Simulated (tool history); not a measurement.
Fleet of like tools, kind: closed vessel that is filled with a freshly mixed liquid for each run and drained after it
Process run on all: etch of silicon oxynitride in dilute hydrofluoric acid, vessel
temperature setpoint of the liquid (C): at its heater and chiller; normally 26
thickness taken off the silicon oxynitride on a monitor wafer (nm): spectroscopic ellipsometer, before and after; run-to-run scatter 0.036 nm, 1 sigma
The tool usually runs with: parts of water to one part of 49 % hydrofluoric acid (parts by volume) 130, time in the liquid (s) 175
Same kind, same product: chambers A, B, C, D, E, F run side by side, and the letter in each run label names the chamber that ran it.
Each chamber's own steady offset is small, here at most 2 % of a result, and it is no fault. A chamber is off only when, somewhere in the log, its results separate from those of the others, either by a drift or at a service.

run	hour	temperature setpoint of the liquid (C)	parts of water to one part of 49 % hydrofluoric acid (parts by volume)	time in the liquid (s)	hours since the thermometer was replaced	hours since the hydrofluoric acid flow meter was replaced	read-back film thickness of the silicon oxynitride reference wafer, read on the same gauge (nm)	thickness taken off the silicon oxynitride on a monitor wafer (nm)
1D	6.7	26	130	175	602	1223.5	80	5.8769
2C	14.3	26	130	175	1154.4	1603.8	79.974	5.8237
3B	21.2	26	130	175	200.7	229.1	79.969	5.8114
4A	25.6	26	130	175	1969	409.8	80.01	5.8568
5E	32.2	26	130	175	1652.6	992.4	79.979	5.9387
6F	41.2	26	130	175	829.5	2058.2	79.998	5.7361
7E	48.5	26	130	175	1668.9	1008.7	80.021	5.9903
8C	57.6	26	130	175	1197.7	1647.1	80.016	5.906
9A	62.8	26	130	175	2006.2	447	80.024	5.8757
10B	68.5	26	130	175	248	276.4	79.997	5.8445
11F	75.5	26	130	175	863.8	2092.5	79.997	5.7847
12D	82.8	26	130	175	678.1	1299.6	80.007	5.867
13F	92.3	22	130	125	880.6	2109.3	80.017	3.4537
14B	98.7	22	130	125	278.2	306.6	79.993	3.4946
15E	105.4	22	130	125	1725.8	1065.6	80.011	3.5168
16D	112.4	22	130	125	707.7	1329.2	80.01	3.4527
17A	117	22	130	125	2060.4	501.2	80.006	3.4683
18C	125.6	22	130	125	1265.7	1715.1	80.011	3.5092
19C	133.6	27.5	130	175	1273.7	1723.1	79.999	6.3983
20E	138.9	27.5	130	175	1759.3	1099.1	80.007	6.3967
21B	143.6	27.5	130	175	323.1	351.5	80	6.3195
22D	149.2	27.5	130	175	744.5	1366	79.991	6.2594
23F	154.3	27.5	130	175	942.6	2171.3	79.99	6.2247
24A	159.8	27.5	130	175	2103.2	544	80.011	6.2149
25E	166.7	26	130	175	1787.1	1126.9	80	5.969
26A	173.3	26	100	175	2116.7	557.5	79.987	7.8533
27D	181.7	26	100	175	777	1398.5	79.99	7.7797
28B	186.8	26	100	175	366.3	394.7	79.978	7.9886
29C	192.1	26	100	175	1332.2	1781.6	80.005	7.9328
30F	200.3	26	100	175	988.6	2217.3	79.999	7.7705
31F	206.5	26	100	175	994.8	2223.5	80.003	7.649
32D	216	26	130	175	811.3	1432.8	80.026	5.8524
33A	220.7	26	130	175	2164.1	604.9	80.013	5.8848
34B	230.1	26	130	175	409.6	438	80.009	6.0421
35E	240	26	180	105	1860.4	1200.2	80.002	2.4317
36C	245.1	26	180	105	1385.2	1834.6	79.991	2.4528

Next, all 6 chambers run the settings below, one line each with question marks for the results. What does each chamber give?
37A	252.2	26	185	175				?
37B	252.2	26	185	175				?
37C	252.2	26	185	175				?
37D	252.2	26	185	175				?
37E	252.2	26	185	175				?
37F	252.2	26	185	175				?

run	thickness taken off the silicon oxynitride on a monitor wafer (nm)
37A	3.9541
37B	4.0473
37C	3.9462
37D	3.9632
37E	3.95
37F	3.8767

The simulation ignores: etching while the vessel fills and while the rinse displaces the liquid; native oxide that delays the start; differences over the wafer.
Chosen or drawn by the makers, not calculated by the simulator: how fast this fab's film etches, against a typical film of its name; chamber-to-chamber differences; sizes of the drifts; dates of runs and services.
